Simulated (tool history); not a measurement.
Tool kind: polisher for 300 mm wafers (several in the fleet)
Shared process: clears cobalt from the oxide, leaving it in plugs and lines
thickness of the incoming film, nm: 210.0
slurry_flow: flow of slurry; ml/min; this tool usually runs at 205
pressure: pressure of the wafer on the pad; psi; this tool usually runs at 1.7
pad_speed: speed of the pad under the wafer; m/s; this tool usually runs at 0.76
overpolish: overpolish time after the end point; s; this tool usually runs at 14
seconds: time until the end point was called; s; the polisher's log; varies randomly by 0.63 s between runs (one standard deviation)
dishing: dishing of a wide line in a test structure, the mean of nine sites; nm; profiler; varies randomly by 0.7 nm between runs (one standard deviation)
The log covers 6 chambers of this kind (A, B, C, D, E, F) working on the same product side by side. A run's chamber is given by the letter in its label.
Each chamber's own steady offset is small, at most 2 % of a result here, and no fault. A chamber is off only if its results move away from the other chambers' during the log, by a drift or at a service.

run,hour,slurry_flow,pressure,pad_speed,overpolish,wafers polished on this pad,hours since the slurry nozzle was cleaned,hours since the head pressure was calibrated,seconds,dishing
# hour 2.3: chamber E: worn pad replaced by a new one
1A,9.3,205,1.7,0.76,14,1420,584.1,679.2,79.715,31.287
# hour 12.9: chamber A: worn pad replaced by a new one
2F,17.6,205,1.7,0.76,14,844,607.7,1293.1,76.471,30.662
# hour 22.4: chamber F: worn pad replaced by a new one
3E,29.3,205,1.7,0.76,14,298,33.1,666.4,77.679,30.144
# hour 36.7: chamber F: head pressure recalibrated
4B,39.4,205,1.7,0.76,14,557,174.6,843.7,78.431,30.691
# hour 42.4: chamber F: slurry nozzle cleaned
5C,49.7,205,1.7,0.76,14,1030,392.4,365.4,76.645,31.931
# hour 51.8: chamber C: worn pad replaced by a new one
# hour 56.1: chamber B: slurry nozzle cleaned
# hour 56.5: chamber E: head pressure recalibrated
6D,60.5,205,1.7,0.76,14,792,119.8,200.2,78.010,31.909
7F,69.5,150,1.7,0.76,14,520,27.1,32.8,80.335,28.893
8B,75.4,150,1.7,0.76,14,956,19.4,879.7,81.501,29.704
9A,81.5,150,1.7,0.76,14,759,656.3,751.4,81.570,30.208
# hour 81.8: chamber E: worn pad replaced by a new one
10D,89.0,150,1.7,0.76,14,1107,148.3,228.7,80.967,29.332
# hour 89.1: chamber F: worn pad replaced by a new one
# hour 92.2: chamber D: worn pad replaced by a new one
11C,95.5,150,1.7,0.76,14,484,438.2,411.2,80.048,28.621
12E,104.2,150,1.7,0.76,14,248,108.0,47.7,81.751,29.650
# hour 111.8: chamber B: worn pad replaced by a new one
13D,116.5,205,1.7,0.76,14,269,175.8,256.2,78.189,32.338
# hour 118.3: chamber C: slurry nozzle cleaned
14A,128.0,205,1.7,0.76,14,1273,702.8,797.9,78.082,30.655
15F,138.2,205,1.7,0.76,14,543,95.8,101.5,78.416,29.915
# hour 141.2: chamber A: worn pad replaced by a new one
16C,144.6,180,1.2,0.76,14,1027,26.3,460.3,110.000,23.033
# hour 146.8: chamber A: slurry nozzle cleaned
17E,154.5,180,1.2,0.76,14,804,158.3,98.0,112.310,23.470
18B,167.0,180,1.2,0.76,14,611,111.0,971.3,112.220,23.174
# hour 170.4: chamber E: worn pad replaced by a new one
# hour 170.6: chamber F: worn pad replaced by a new one
# hour 172.0: chamber B: head pressure recalibrated
# hour 173.0: chamber C: worn pad replaced by a new one
19B,173.5,180,1.2,0.76,14,682,117.5,1.6,118.670,21.770
20E,185.6,180,1.2,0.76,14,168,189.4,129.1,110.990,23.113
21D,191.9,180,1.2,0.76,14,1103,251.2,331.6,113.300,22.000
# hour 197.9: chamber C: head pressure recalibrated
# hour 198.2: chamber D: worn pad replaced by a new one
22A,204.9,205,1.7,0.76,14,704,58.1,874.8,78.431,31.494
23C,211.8,205,1.7,0.76,14,429,93.5,13.9,76.234,31.118
24F,220.9,205,1.7,0.76,14,556,178.5,184.2,78.362,30.552
25E,232.5,205,1.7,1.00,14,686,236.3,176.0,59.268,37.821
# hour 237.9: chamber F: worn pad replaced by a new one
26D,244.4,205,1.7,1.00,14,511,303.7,384.1,59.325,38.660
# hour 247.0: chamber B: worn pad replaced by a new one
# hour 249.5: chamber A: worn pad replaced by a new one
# hour 249.8: chamber B: slurry nozzle cleaned
27A,250.3,205,1.7,1.00,14,9,103.5,920.2,59.936,38.998
28F,257.5,205,1.7,1.00,14,217,215.1,220.8,58.338,37.266
# hour 266.7: chamber E: worn pad replaced by a new one
29C,270.8,205,1.7,1.00,14,1081,152.5,72.9,58.945,37.703
30B,280.2,205,1.7,1.00,14,367,30.5,108.3,65.122,35.283
31F,286.9,205,1.7,0.76,14,542,244.5,250.2,77.702,31.058
# hour 287.4: chamber C: worn pad replaced by a new one
# hour 292.1: chamber D: head pressure recalibrated
# hour 299.2: chamber D: worn pad replaced by a new one
32B,299.2,205,1.7,0.76,7,577,49.5,127.3,84.124,15.753
# hour 304.9: chamber D: slurry nozzle cleaned
33C,305.1,205,1.7,0.76,7,196,186.8,107.2,76.057,16.789
34A,317.3,205,1.7,0.76,7,750,170.5,987.2,79.008,16.907
35D,330.3,205,1.7,0.76,7,344,25.5,38.2,77.076,16.762
36E,340.6,205,1.7,0.76,7,817,344.4,284.1,77.475,17.204

All chambers now run identical settings, listed one chamber a line with results as question marks. What results will each chamber show?
37A,350.1,205,1.7,0.76,14,,,,?,?
37B,350.1,205,1.7,0.76,14,,,,?,?
37C,350.1,205,1.7,0.76,14,,,,?,?
37D,350.1,205,1.7,0.76,14,,,,?,?
37E,350.1,205,1.7,0.76,14,,,,?,?
37F,350.1,205,1.7,0.76,14,,,,?,?

run,seconds,dishing
37A,79.274,32.571
37B,84.748,29.397
37C,76.752,31.553
37D,77.837,30.902
37E,77.151,29.638
37F,77.864,30.089

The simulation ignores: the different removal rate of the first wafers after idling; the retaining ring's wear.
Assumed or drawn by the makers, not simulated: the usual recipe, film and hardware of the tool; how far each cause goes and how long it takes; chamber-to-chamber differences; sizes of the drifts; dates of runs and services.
